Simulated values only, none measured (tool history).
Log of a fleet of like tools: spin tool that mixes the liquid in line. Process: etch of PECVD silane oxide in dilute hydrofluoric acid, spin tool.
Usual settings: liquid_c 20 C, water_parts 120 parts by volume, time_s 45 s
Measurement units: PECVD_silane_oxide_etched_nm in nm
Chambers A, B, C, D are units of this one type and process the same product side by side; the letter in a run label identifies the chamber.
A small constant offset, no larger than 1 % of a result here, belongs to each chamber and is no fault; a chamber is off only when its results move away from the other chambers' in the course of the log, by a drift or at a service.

| run | hour | liquid_c | water_parts | time_s | hours since the thermometer was replaced | hours since the hydrofluoric acid flow meter was replaced | read-back film thickness of the PECVD silane oxide reference wafer, read on the same gauge (nm) | PECVD_silane_oxide_etched_nm |
|---|---|---|---|---|---|---|---|---|
| 1C | 6 | 20 | 120 | 45 | 570.1 | 201.8 | 109.98 | 6.7962 |
| 2A | 10.3 | 20 | 120 | 45 | 1556.9 | 52.3 | 109.99 | 6.7413 |
| 3D | 13.6 | 20 | 120 | 45 | 389.2 | 157.8 | 110 | 6.6945 |
| 4B | 19.7 | 20 | 120 | 45 | 659.1 | 475.2 | 109.98 | 6.7552 |
| 5A | 25.2 | 20 | 120 | 45 | 1571.8 | 67.2 | 110.02 | 6.7766 |
| 6B | 29.5 | 20 | 120 | 45 | 668.9 | 485 | 109.99 | 6.736 |
| 7C | 32.4 | 20 | 120 | 45 | 596.5 | 228.2 | 110 | 6.7651 |
| 8D | 36 | 20 | 120 | 45 | 411.6 | 180.2 | 110.01 | 6.6967 |
| 9C | 40.2 | 20 | 120 | 45 | 604.3 | 236 | 110.01 | 6.8022 |
| 10D | 45 | 20 | 120 | 45 | 420.6 | 189.2 | 109.96 | 6.7176 |
| 11B | 51.4 | 17 | 120 | 65 | 690.8 | 506.9 | 109.99 | 8.5672 |
| 12A | 57.9 | 17 | 120 | 65 | 1604.5 | 99.9 | 109.99 | 8.6024 |
| 13B | 62.7 | 17 | 120 | 65 | 702.1 | 518.2 | 110.01 | 8.5828 |
| 14A | 68.4 | 17 | 120 | 65 | 1615 | 110.4 | 110.01 | 8.6575 |
| 15C | 71.6 | 20 | 120 | 45 | 635.7 | 267.4 | 110 | 6.6952 |
| 16D | 76.3 | 20 | 145 | 45 | 451.9 | 220.5 | 109.97 | 5.3632 |
| 17A | 81.4 | 20 | 145 | 45 | 1628 | 123.4 | 110 | 5.4572 |
| 18D | 85.8 | 20 | 145 | 45 | 461.4 | 230 | 110 | 5.4022 |
| 19C | 91.1 | 20 | 145 | 45 | 655.2 | 286.9 | 109.98 | 5.4215 |
| 20B | 96 | 20 | 120 | 45 | 735.4 | 551.5 | 109.97 | 6.7975 |
| 21B | 101.2 | 20 | 120 | 65 | 740.6 | 556.7 | 109.98 | 9.7446 |
| 22A | 105.6 | 20 | 120 | 65 | 1652.2 | 147.6 | 110.02 | 9.7185 |
| 23D | 108.9 | 20 | 120 | 65 | 484.5 | 253.1 | 109.99 | 9.6687 |
| 24C | 114.1 | 20 | 120 | 65 | 678.2 | 309.9 | 110.01 | 9.58 |
| 25D | 117 | 24.5 | 120 | 45 | 492.6 | 261.2 | 110.02 | 8.0722 |
|  | 121.7 | chamber B: hydrofluoric acid flow meter replaced |
| 26B | 122.7 | 24.5 | 120 | 45 | 762.1 | 1.1 | 109.98 | 8.029 |
| 27A | 127.9 | 24.5 | 120 | 45 | 1674.5 | 169.9 | 109.99 | 8.1342 |
| 28C | 133.6 | 24.5 | 120 | 45 | 697.7 | 329.4 | 109.99 | 7.8858 |
| 29D | 139.9 | 20 | 120 | 45 | 515.5 | 284.1 | 109.99 | 6.6722 |
| 30A | 145.2 | 20 | 120 | 45 | 1691.8 | 187.2 | 109.99 | 6.7843 |
| 31B | 148.5 | 20 | 120 | 45 | 787.9 | 26.9 | 110.02 | 6.7728 |

Is one chamber off against the others, does the gauge drift, or is nothing wrong? If a chamber is off, say which, and what the likeliest cause is.

One chamber, C, drifts off from the rest bit by bit.
Most likely cause: liquid colder than its thermometer reads (K) = 0.655.
From this log alone, it may not be told apart from: hydrofluoric acid flow below the setpoint (%).

Here are 4 candidates for chamber C's next run, each the usual settings with a change, their results left as question marks. Which one brings its results back in line with what the others give on the usual settings?
A result is in line if it is within this distance of the other chambers' mean on the usual settings: PECVD_silane_oxide_etched_nm 0.095 nm
| 32C-1 | 153.3 | 20 | 115 | 45 |  |  |  | ? |
| 32C-2 | 153.3 | 20.5 | 120 | 45 |  |  |  | ? |
| 32C-3 | 153.3 | 20 | 125 | 45 |  |  |  | ? |
| 32C-4 | 153.3 | 19.5 | 120 | 45 |  |  |  | ? |

What the other chambers average on the usual settings: PECVD_silane_oxide_etched_nm 6.7367 nm
| run | PECVD_silane_oxide_etched_nm |
|---|---|
| 32C-1 | 6.915 |
| 32C-2 | 6.7237 |
| 32C-3 | 6.2933 |
| 32C-4 | 6.4576 |
With 32C-2, the chamber falls back in line with the rest.
